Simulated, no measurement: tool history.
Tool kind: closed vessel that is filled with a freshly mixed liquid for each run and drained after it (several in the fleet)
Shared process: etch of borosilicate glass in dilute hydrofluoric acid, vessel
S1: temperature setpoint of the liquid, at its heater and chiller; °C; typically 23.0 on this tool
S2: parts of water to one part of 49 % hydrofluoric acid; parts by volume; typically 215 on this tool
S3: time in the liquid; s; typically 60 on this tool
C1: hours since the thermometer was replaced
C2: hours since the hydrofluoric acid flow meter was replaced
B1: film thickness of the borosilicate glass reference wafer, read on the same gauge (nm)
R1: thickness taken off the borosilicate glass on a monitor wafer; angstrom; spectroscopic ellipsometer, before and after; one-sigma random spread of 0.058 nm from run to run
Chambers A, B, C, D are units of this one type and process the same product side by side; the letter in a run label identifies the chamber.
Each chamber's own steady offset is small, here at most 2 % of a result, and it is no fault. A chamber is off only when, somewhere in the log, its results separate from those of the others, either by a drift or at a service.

run,hour,S1,S2,S3,C1,C2,B1,R1
1A,5.2,23.0,215,60,104.9,70.4,70.034,59.617
2C,9.1,23.0,215,60,1459.3,236.0,70.017,59.688
3B,15.9,23.0,215,60,1179.8,543.7,70.001,59.868
4D,20.4,23.0,215,60,471.5,1918.5,69.986,56.294
5A,24.9,23.0,215,60,124.6,90.1,69.984,60.106
6C,32.1,23.0,215,60,1482.3,259.0,70.024,59.260
7B,36.4,23.0,215,60,1200.3,564.2,69.991,58.088
8D,41.4,23.0,215,60,492.5,1939.5,70.018,57.032
9C,47.4,23.0,215,60,1497.6,274.3,70.001,58.574
10D,52.7,23.0,215,60,503.8,1950.8,69.965,57.403
11A,60.1,23.0,215,60,159.8,125.3,69.989,59.881
12B,63.5,23.0,215,60,1227.4,591.3,70.010,58.901
13B,67.0,23.0,215,60,1230.9,594.8,69.997,58.973
14C,73.8,23.0,215,60,1524.0,300.7,70.022,57.850
15A,79.6,23.0,215,60,179.3,144.8,69.999,59.296
16D,86.0,23.0,215,60,537.1,1984.1,69.994,56.484
17D,91.6,23.0,215,60,542.7,1989.7,69.994,57.539
18A,99.5,23.0,260,40,199.2,164.7,70.021,31.774
19B,104.1,23.0,260,40,1268.0,631.9,69.986,30.957
20C,108.5,23.0,260,40,1558.7,335.4,69.993,30.468
21A,112.8,23.0,260,40,212.5,178.0,70.015,31.019
22D,119.1,23.0,215,60,570.2,2017.2,69.997,57.507
23C,123.7,23.0,215,60,1573.9,350.6,70.027,57.619
24B,127.4,23.0,215,60,1291.3,655.2,69.986,58.844
25C,133.5,26.0,215,85,1583.7,360.4,70.039,91.515
26B,139.9,26.0,215,85,1303.8,667.7,70.037,92.399
27D,144.5,26.0,215,85,595.6,2042.6,69.991,93.122
28A,150.8,26.0,215,85,250.5,216.0,69.986,92.881
29B,158.7,23.0,215,60,1322.6,686.5,70.025,58.031
30C,166.4,25.5,215,60,1616.6,393.3,69.978,62.102
31A,173.6,25.5,215,60,273.3,238.8,70.037,64.209
32D,177.3,25.5,215,60,628.4,2075.4,69.954,63.401
33C,185.1,25.5,215,60,1635.3,412.0,70.025,61.633
34A,189.2,23.0,215,60,288.9,254.4,69.975,59.310
35B,196.8,23.0,215,60,1360.7,724.6,69.965,59.181
# hour 197.5: chamber D: hydrofluoric acid flow meter replaced
36D,204.6,23.0,215,60,655.7,7.1,70.001,58.418
37D,209.1,23.0,215,60,660.2,11.6,70.021,58.060
38A,216.0,23.0,215,60,315.7,281.2,70.002,58.693

All chambers now run identical settings, listed one chamber a line with results as question marks. What results will each chamber show?
39A,221.8,23.0,215,60,,,,?
39B,221.8,23.0,215,60,,,,?
39C,221.8,23.0,215,60,,,,?
39D,221.8,23.0,215,60,,,,?

run,R1
39A,58.458
39B,58.660
39C,55.071
39D,57.946
